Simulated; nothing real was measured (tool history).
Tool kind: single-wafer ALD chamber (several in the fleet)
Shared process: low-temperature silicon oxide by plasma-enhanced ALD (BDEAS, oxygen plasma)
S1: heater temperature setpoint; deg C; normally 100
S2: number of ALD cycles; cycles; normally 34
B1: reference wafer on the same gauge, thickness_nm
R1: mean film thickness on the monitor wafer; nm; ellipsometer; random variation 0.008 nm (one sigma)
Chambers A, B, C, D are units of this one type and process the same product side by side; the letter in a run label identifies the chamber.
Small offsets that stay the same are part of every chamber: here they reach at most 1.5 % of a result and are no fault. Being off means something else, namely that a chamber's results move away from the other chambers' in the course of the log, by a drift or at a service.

Run 1C, hour 7.2: usual settings; B1 4.738. Result: R1 4.8427 nm.
Run 2D, hour 15.4: usual settings; B1 4.7412. Result: R1 4.8623 nm.
Run 3A, hour 22.6: usual settings; B1 4.7371. Result: R1 4.9031 nm.
Run 4B, hour 27.7: usual settings; B1 4.7362. Result: R1 4.8549 nm.
Run 5B, hour 34: usual settings; B1 4.7356. Result: R1 4.8482 nm.
Run 6D, hour 43.6: usual settings; B1 4.7323. Result: R1 4.8598 nm.
At hour 47.2: chamber D: thermocouple changed; heater temperature recalibrated.
Run 7C, hour 50.5: usual settings but S1 89 deg C, S2 31 cycles; B1 4.7332. Result: R1 4.5824 nm.
Run 8A, hour 56.8: usual settings but S1 89 deg C, S2 31 cycles; B1 4.7333. Result: R1 4.6619 nm.
Run 9D, hour 63.8: usual settings but S1 89 deg C, S2 31 cycles; B1 4.7335. Result: R1 4.6004 nm.
Run 10A, hour 69.8: usual settings but S1 89 deg C, S2 31 cycles; B1 4.7339. Result: R1 4.6583 nm.
Run 11B, hour 79.1: usual settings; B1 4.7296. Result: R1 4.841 nm.
Run 12C, hour 90.5: usual settings; B1 4.7305. Result: R1 4.8276 nm.
Run 13A, hour 101.6: usual settings; B1 4.7283. Result: R1 4.9067 nm.
Run 14D, hour 110.2: usual settings; B1 4.7272. Result: R1 4.8442 nm.
Run 15C, hour 121.3: usual settings; B1 4.7266. Result: R1 4.822 nm.
Run 16B, hour 132.5: usual settings; B1 4.7247. Result: R1 4.8429 nm.
Run 17A, hour 141.8: usual settings but S1 105 deg C; B1 4.7231. Result: R1 4.8599 nm.
Run 18B, hour 153.3: usual settings but S1 105 deg C; B1 4.7212. Result: R1 4.8054 nm.
Run 19D, hour 164.4: usual settings but S1 105 deg C; B1 4.7196. Result: R1 4.7857 nm.
Run 20C, hour 171.1: usual settings but S1 105 deg C; B1 4.7203. Result: R1 4.7759 nm.
Run 21C, hour 181.7: usual settings but S1 94 deg C; B1 4.7194. Result: R1 4.9094 nm.
Run 22A, hour 191.1: usual settings but S1 94 deg C; B1 4.7187. Result: R1 4.9946 nm.
Run 23D, hour 199.6: usual settings but S1 94 deg C; B1 4.7151. Result: R1 4.9584 nm.
Run 24B, hour 207: usual settings but S1 94 deg C; B1 4.7159. Result: R1 4.9392 nm.
Run 25B, hour 212.8: usual settings; B1 4.7155. Result: R1 4.8427 nm.
Run 26C, hour 221.7: usual settings; B1 4.7158. Result: R1 4.8105 nm.
Run 27D, hour 231: usual settings; B1 4.7143. Result: R1 4.8363 nm.
Run 28A, hour 240: usual settings; B1 4.7135. Result: R1 4.8833 nm.
Run 29B, hour 250.6: usual settings but S2 28 cycles; B1 4.7121. Result: R1 3.9826 nm.
Run 30A, hour 261.5: usual settings but S2 28 cycles; B1 4.7079. Result: R1 4.0273 nm.
Run 31C, hour 267.8: usual settings but S2 28 cycles; B1 4.7075. Result: R1 3.9659 nm.

One chamber off, gauge drift, or nothing amiss beyond the chambers' own small offsets? If it is a chamber, which one, and what is the likeliest cause?

Gauge drift. The chambers move together only on paper, and none stands off.
What lies behind it: gauge reads low (%) = 0.679.
